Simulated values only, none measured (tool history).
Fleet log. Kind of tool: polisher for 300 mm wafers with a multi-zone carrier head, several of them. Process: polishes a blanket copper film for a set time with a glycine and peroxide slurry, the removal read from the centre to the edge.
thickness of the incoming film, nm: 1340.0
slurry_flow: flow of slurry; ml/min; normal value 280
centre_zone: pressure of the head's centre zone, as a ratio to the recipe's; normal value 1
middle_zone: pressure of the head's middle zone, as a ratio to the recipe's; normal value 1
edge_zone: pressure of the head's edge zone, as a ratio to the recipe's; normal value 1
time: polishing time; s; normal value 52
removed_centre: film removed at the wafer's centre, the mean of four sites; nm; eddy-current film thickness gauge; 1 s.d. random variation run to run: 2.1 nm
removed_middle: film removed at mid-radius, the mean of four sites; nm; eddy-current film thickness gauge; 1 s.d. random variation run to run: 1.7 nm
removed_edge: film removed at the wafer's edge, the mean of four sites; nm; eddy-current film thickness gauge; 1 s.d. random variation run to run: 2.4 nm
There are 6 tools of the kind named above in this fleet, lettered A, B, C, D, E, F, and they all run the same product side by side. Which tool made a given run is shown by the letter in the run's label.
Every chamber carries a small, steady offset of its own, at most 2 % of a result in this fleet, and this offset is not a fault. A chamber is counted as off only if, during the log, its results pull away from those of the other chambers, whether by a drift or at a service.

At hour 3.1: chamber D: edge zone pressure recalibrated.
At hour 8.5: chamber E: worn pad replaced by a new one.
Run 1D, hour 14.4: usual settings. Result: removed_centre 225.24 nm, removed_middle 230.19 nm, removed_edge 228.09 nm.
Run 2A, hour 21.8: usual settings. Result: removed_centre 226.89 nm, removed_middle 229.8 nm, removed_edge 233.17 nm.
At hour 26.4: chamber C: worn pad replaced by a new one.
Run 3B, hour 28.3: usual settings. Result: removed_centre 228.52 nm, removed_middle 225.94 nm, removed_edge 224.49 nm.
Run 4E, hour 35: usual settings. Result: removed_centre 224.64 nm, removed_middle 228.67 nm, removed_edge 224.22 nm.
At hour 39.6: chamber A: worn pad replaced by a new one.
Run 5F, hour 45.2: usual settings. Result: removed_centre 229.27 nm, removed_middle 227.71 nm, removed_edge 231.69 nm.
At hour 55.4: chamber D: worn pad replaced by a new one.
Run 6C, hour 55.7: usual settings but edge_zone 1.06, time 43 s. Result: removed_centre 193.37 nm, removed_middle 190.54 nm, removed_edge 195.03 nm.
Run 7B, hour 62.4: usual settings but edge_zone 1.06, time 43 s. Result: removed_centre 187.52 nm, removed_middle 189.39 nm, removed_edge 193.41 nm.
At hour 65.7: chamber D: slurry nozzle cleaned.
At hour 72: chamber E: edge zone pressure recalibrated.
Run 8A, hour 74.7: usual settings but edge_zone 1.06, time 43 s. Result: removed_centre 188.99 nm, removed_middle 186.87 nm, removed_edge 199.84 nm.
At hour 80.6: chamber B: slurry nozzle cleaned.
Run 9C, hour 85.9: usual settings but edge_zone 1.06, time 43 s. Result: removed_centre 189.27 nm, removed_middle 190.64 nm, removed_edge 193.89 nm.
At hour 96.6: chamber E: worn pad replaced by a new one.
Run 10E, hour 97.8: usual settings but edge_zone 1.06, time 43 s. Result: removed_centre 185.04 nm, removed_middle 189.07 nm, removed_edge 192.13 nm.
At hour 98.6: chamber F: worn pad replaced by a new one.
At hour 106.3: chamber C: worn pad replaced by a new one.
Run 11F, hour 111.1: usual settings but edge_zone 1.06, time 43 s. Result: removed_centre 187.6 nm, removed_middle 189.39 nm, removed_edge 195.66 nm.
At hour 125.7: chamber B: worn pad replaced by a new one.
Run 12D, hour 126: usual settings. Result: removed_centre 227.92 nm, removed_middle 227.08 nm, removed_edge 227.24 nm.
At hour 131.8: chamber F: centre zone pressure recalibrated.
Run 13C, hour 134.3: usual settings. Result: removed_centre 230.31 nm, removed_middle 232.78 nm, removed_edge 225.37 nm.
Run 14B, hour 143.2: usual settings. Result: removed_centre 230.63 nm, removed_middle 225.23 nm, removed_edge 225.09 nm.
At hour 143.3: chamber F: edge zone pressure recalibrated.
At hour 148.5: chamber F: slurry nozzle cleaned.
Run 15D, hour 154.7: usual settings. Result: removed_centre 224.15 nm, removed_middle 230.7 nm, removed_edge 228.28 nm.
At hour 164.4: chamber C: slurry nozzle cleaned.
Run 16A, hour 164.5: usual settings. Result: removed_centre 227.72 nm, removed_middle 227.98 nm, removed_edge 232.28 nm.
Run 17F, hour 171.1: usual settings. Result: removed_centre 249.99 nm, removed_middle 230.13 nm, removed_edge 232.13 nm.
At hour 173.8: chamber C: worn pad replaced by a new one.
At hour 182.5: chamber E: worn pad replaced by a new one.
Run 18E, hour 185.8: usual settings but centre_zone 0.95, middle_zone 1.09. Result: removed_centre 216.79 nm, removed_middle 245.3 nm, removed_edge 221.08 nm.
Run 19A, hour 197.4: usual settings but centre_zone 0.95, middle_zone 1.09. Result: removed_centre 216.43 nm, removed_middle 250.39 nm, removed_edge 232.12 nm.
At hour 199.5: chamber A: worn pad replaced by a new one.
Run 20F, hour 204.3: usual settings but centre_zone 0.95, middle_zone 1.09. Result: removed_centre 229.38 nm, removed_middle 248.58 nm, removed_edge 227.21 nm.
At hour 206: chamber D: worn pad replaced by a new one.
At hour 212: chamber F: worn pad replaced by a new one.
Run 21B, hour 217: usual settings but centre_zone 0.95, middle_zone 1.09. Result: removed_centre 216.47 nm, removed_middle 245.97 nm, removed_edge 227.49 nm.
At hour 223.4: chamber E: centre zone pressure recalibrated.
Run 22C, hour 231.1: usual settings but centre_zone 0.95, middle_zone 1.09. Result: removed_centre 219.09 nm, removed_middle 251.67 nm, removed_edge 230.82 nm.
At hour 237.5: chamber B: edge zone pressure recalibrated.
Run 23D, hour 240.5: usual settings but centre_zone 0.95, middle_zone 1.09. Result: removed_centre 212.87 nm, removed_middle 245.22 nm, removed_edge 228.87 nm.
At hour 241.6: chamber B: worn pad replaced by a new one.
At hour 243.2: chamber C: worn pad replaced by a new one.
At hour 251.5: chamber E: worn pad replaced by a new one.
Run 24E, hour 254.1: usual settings. Result: removed_centre 225.07 nm, removed_middle 230.14 nm, removed_edge 225.24 nm.
Run 25B, hour 262: usual settings. Result: removed_centre 225.81 nm, removed_middle 226.59 nm, removed_edge 226.45 nm.
At hour 263.4: chamber A: slurry nozzle cleaned.
Run 26A, hour 275.8: usual settings. Result: removed_centre 229.08 nm, removed_middle 226.94 nm, removed_edge 234.36 nm.
Run 27F, hour 286.8: usual settings. Result: removed_centre 246.87 nm, removed_middle 229.03 nm, removed_edge 229.64 nm.
Run 28C, hour 299.5: usual settings. Result: removed_centre 230.68 nm, removed_middle 228.97 nm, removed_edge 226.62 nm.
Run 29E, hour 310.2: usual settings. Result: removed_centre 225.28 nm, removed_middle 231.23 nm, removed_edge 226.46 nm.
At hour 313.6: chamber F: worn pad replaced by a new one.
Run 30D, hour 317.3: usual settings but middle_zone 0.94. Result: removed_centre 226.34 nm, removed_middle 214.75 nm, removed_edge 225.3 nm.
At hour 322.8: chamber C: worn pad replaced by a new one.
At hour 323.5: chamber A: worn pad replaced by a new one.
Run 31B, hour 329.7: usual settings but middle_zone 0.94. Result: removed_centre 228.15 nm, removed_middle 215.23 nm, removed_edge 224.98 nm.
At hour 334.2: chamber E: worn pad replaced by a new one.
Run 32D, hour 337.7: usual settings but middle_zone 0.94. Result: removed_centre 225.65 nm, removed_middle 214.89 nm, removed_edge 233.42 nm.
At hour 345.1: chamber D: worn pad replaced by a new one.
Run 33A, hour 351: usual settings but middle_zone 0.94. Result: removed_centre 229.11 nm, removed_middle 213.5 nm, removed_edge 228.75 nm.
Run 34F, hour 362.8: usual settings but middle_zone 0.94. Result: removed_centre 245.57 nm, removed_middle 215.69 nm, removed_edge 228.13 nm.
Run 35E, hour 371.3: usual settings but middle_zone 0.94. Result: removed_centre 224.38 nm, removed_middle 216.7 nm, removed_edge 228.46 nm.
Run 36C, hour 378: usual settings but middle_zone 1.08, edge_zone 1.04. Result: removed_centre 229.21 nm, removed_middle 247.96 nm, removed_edge 234.49 nm.
Run 37D, hour 384.7: usual settings but middle_zone 1.08, edge_zone 1.04. Result: removed_centre 227.89 nm, removed_middle 250.32 nm, removed_edge 231.7 nm.

Each of the 6 chambers runs these same settings next. Fill in every chamber's results:
Run 38A, hour 395.6: usual settings. Result: removed_centre ?, removed_middle ?, removed_edge ?.
Run 38B, hour 395.6: usual settings. Result: removed_centre ?, removed_middle ?, removed_edge ?.
Run 38C, hour 395.6: usual settings. Result: removed_centre ?, removed_middle ?, removed_edge ?.
Run 38D, hour 395.6: usual settings. Result: removed_centre ?, removed_middle ?, removed_edge ?.
Run 38E, hour 395.6: usual settings. Result: removed_centre ?, removed_middle ?, removed_edge ?.
Run 38F, hour 395.6: usual settings. Result: removed_centre ?, removed_middle ?, removed_edge ?.

run  removed_centre  removed_middle  removed_edge
38A          227.84          227.83        230.92
38B          230.38          228.34        228.49
38C          224.97          228.36         227.9
38D          225.66          229.36        229.52
38E          221.91          229.33        226.95
38F          248.26          230.25        230.72
